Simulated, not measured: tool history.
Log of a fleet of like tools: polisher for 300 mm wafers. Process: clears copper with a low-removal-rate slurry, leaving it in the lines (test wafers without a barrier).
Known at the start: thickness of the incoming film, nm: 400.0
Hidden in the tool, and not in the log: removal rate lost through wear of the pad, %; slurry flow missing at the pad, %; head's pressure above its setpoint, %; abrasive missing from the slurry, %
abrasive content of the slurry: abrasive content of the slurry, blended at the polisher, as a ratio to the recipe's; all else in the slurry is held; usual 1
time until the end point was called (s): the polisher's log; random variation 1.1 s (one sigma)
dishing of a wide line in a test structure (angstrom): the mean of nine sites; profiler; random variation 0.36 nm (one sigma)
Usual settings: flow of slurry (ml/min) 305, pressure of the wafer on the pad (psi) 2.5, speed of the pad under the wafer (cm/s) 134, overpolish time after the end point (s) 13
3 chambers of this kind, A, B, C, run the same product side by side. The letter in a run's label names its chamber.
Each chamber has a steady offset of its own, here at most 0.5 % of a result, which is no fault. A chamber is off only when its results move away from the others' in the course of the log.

run,hour,flow of slurry (ml/min),pressure of the wafer on the pad (psi),speed of the pad under the wafer (cm/s),abrasive content of the slurry,overpolish time after the end point (s),wafers polished on this pad,hours since the slurry nozzle was cleaned,hours since the head pressure was calibrated,hours since the slurry blender was calibrated,time until the end point was called (s),dishing of a wide line in a test structure (angstrom)
1C,6.9,305,2.5,134,1,13,454,128.4,625.2,225.9,99.778,337.96
2A,11.8,305,2.5,134,1,13,347,875.7,516.8,192.3,100.38,337.26
3B,19.7,305,2.5,134,1,13,855,294.4,1161.2,284.3,99.288,334
# hour 22.3: chamber B: slurry nozzle cleaned
4C,24.7,305,2.5,134,1,13,557,146.2,643,243.7,101.58,337.03
5A,33,305,2.5,134,1,13,469,896.9,538,213.5,103.45,340.02
6B,41.3,305,2.5,134,1,13,979,19.1,1182.8,305.9,100.92,333.78
7B,46.5,305,2.5,134,1,13,1009,24.3,1188,311.1,102.13,336.8
8A,52.4,305,2.5,134,1,13,581,916.3,557.4,232.9,101.02,339.66
9C,57.5,305,2.5,134,1,13,746,179,675.8,276.5,99.958,330.78
10C,63.7,305,2.5,134,1,13,782,185.2,682,282.7,100.94,336.06
# hour 68.5: chamber B: worn pad replaced by a new one
11A,69.1,305,2.5,134,1,10,678,933,574.1,249.6,101.41,273.71
# hour 71.3: chamber A: slurry nozzle cleaned
12B,74.4,305,2.5,134,1,10,34,52.2,1215.9,339,102.63,276.67
13B,81.9,305,2.5,134,1,10,77,59.7,1223.4,346.5,100.83,275.32
14C,87.2,305,2.5,134,1,13,918,208.7,705.5,306.2,100.5,336.68
# hour 88.9: chamber A: slurry blender recalibrated
# hour 90.4: chamber B: slurry blender recalibrated
15A,93.2,305,2.5,134,1,13,817,22,598.2,4.4,102.37,342.34
16C,99,305,2.5,134,1,13,986,220.5,717.3,318,101.67,334
17A,106,305,2.5,134,1,13,890,34.8,611,17.2,99.885,340.33
18B,110.5,305,2.5,134,1,13,242,88.3,1252,20.1,98.302,336.47
# hour 113.8: chamber C: slurry nozzle cleaned
19C,117.4,305,2.5,134,1,13,1092,3.6,735.7,336.4,100.79,335.62
20A,121.6,305,2.5,134,1,13,980,50.4,626.6,32.8,102.38,339.89
# hour 125: chamber C: head pressure recalibrated
21B,129.2,305,2.5,134,1,13,350,107,1270.7,38.8,101.32,345.26
22C,133.7,240,2.5,178,1,13,1186,19.9,8.7,352.7,78.836,402.56
23A,140.4,240,2.5,178,1,13,1089,69.2,645.4,51.6,76.501,416.25
24B,146.8,240,2.5,178,1,13,452,124.6,1288.3,56.4,76.853,410.54
25B,154.3,305,2.5,166,1,13,495,132.1,1295.8,63.9,80.878,397.33

Next, every chamber runs the same settings. What will each give?
26A,160.4,305,2.5,134,1,19,,,,,?,?
26B,160.4,305,2.5,134,1,19,,,,,?,?
26C,160.4,305,2.5,134,1,19,,,,,?,?

run,time until the end point was called (s),dishing of a wide line in a test structure (angstrom)
26A,100.84,457.37
26B,102.13,458.3
26C,101.04,444.3
